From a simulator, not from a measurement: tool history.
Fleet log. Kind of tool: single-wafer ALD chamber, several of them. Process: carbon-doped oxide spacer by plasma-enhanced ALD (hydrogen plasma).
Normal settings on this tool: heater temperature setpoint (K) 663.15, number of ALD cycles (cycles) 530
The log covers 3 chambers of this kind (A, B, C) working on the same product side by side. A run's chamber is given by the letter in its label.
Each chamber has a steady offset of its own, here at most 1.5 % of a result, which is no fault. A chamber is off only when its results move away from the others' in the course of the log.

| run | day | heater temperature setpoint (K) | number of ALD cycles (cycles) | read-back reference wafer on the same gauge, thickness_nm | mean film thickness on the monitor wafer (Å) |
|---|---|---|---|---|---|
| 1B | 0.371 | 663.15 | 530 | 24.195 | 260.98 |
| 2C | 0.579 | 663.15 | 530 | 24.188 | 262.47 |
| 3A | 0.825 | 663.15 | 530 | 24.191 | 265.55 |
| 4A | 1.162 | 663.15 | 530 | 24.181 | 264.09 |
| 5C | 1.333 | 663.15 | 530 | 24.179 | 263.02 |
| 6B | 1.638 | 663.15 | 530 | 24.170 | 261.39 |
| 7A | 2.008 | 663.15 | 530 | 24.171 | 264.85 |
|  | 2.104 | chamber B: thermocouple changed; heater temperature recalibrated |
|  | 2.192 | chamber A: thermocouple changed; heater temperature recalibrated |
| 8B | 2.304 | 663.15 | 530 | 24.160 | 260.99 |
| 9C | 2.467 | 663.15 | 530 | 24.153 | 262.60 |
| 10C | 2.658 | 663.15 | 530 | 24.163 | 262.73 |
| 11B | 2.950 | 663.15 | 530 | 24.153 | 261.67 |
| 12A | 3.138 | 663.15 | 530 | 24.154 | 264.96 |
| 13B | 3.421 | 663.15 | 530 | 24.141 | 261.44 |
| 14A | 3.779 | 663.15 | 530 | 24.135 | 265.18 |
| 15C | 4.029 | 653.15 | 450 | 24.139 | 222.40 |
| 16B | 4.288 | 653.15 | 450 | 24.127 | 222.50 |
| 17C | 4.588 | 653.15 | 450 | 24.121 | 222.01 |
| 18A | 4.783 | 663.15 | 530 | 24.125 | 265.22 |
| 19B | 5.008 | 663.15 | 530 | 24.109 | 260.82 |
| 20A | 5.171 | 663.15 | 530 | 24.119 | 264.89 |
| 21C | 5.500 | 663.15 | 530 | 24.117 | 261.93 |
| 22B | 5.850 | 663.15 | 530 | 24.098 | 260.67 |
| 23C | 6.138 | 663.15 | 530 | 24.110 | 261.34 |
| 24A | 6.458 | 663.15 | 530 | 24.106 | 263.93 |
| 25B | 6.825 | 663.15 | 530 | 24.088 | 260.79 |
| 26A | 7.104 | 663.15 | 530 | 24.091 | 264.45 |
| 27C | 7.475 | 663.15 | 530 | 24.080 | 261.21 |
| 28A | 7.708 | 663.15 | 530 | 24.074 | 263.63 |
| 29C | 8.029 | 663.15 | 485 | 24.070 | 238.79 |
| 30B | 8.329 | 663.15 | 485 | 24.064 | 238.90 |
| 31A | 8.567 | 663.15 | 485 | 24.065 | 241.40 |
| 32C | 8.758 | 663.15 | 530 | 24.051 | 261.57 |
| 33B | 9.096 | 663.15 | 530 | 24.056 | 260.37 |
| 34B | 9.408 | 674.15 | 610 | 24.042 | 299.23 |

One chamber off, gauge drift, or nothing amiss beyond the chambers' own small offsets? If it is a chamber, which one, and what is the likeliest cause?

It is the gauge, not a chamber: its drift shows up in every chamber's results at once, and no chamber is off.
What lies behind it: gauge reads low (%) = 0.649.
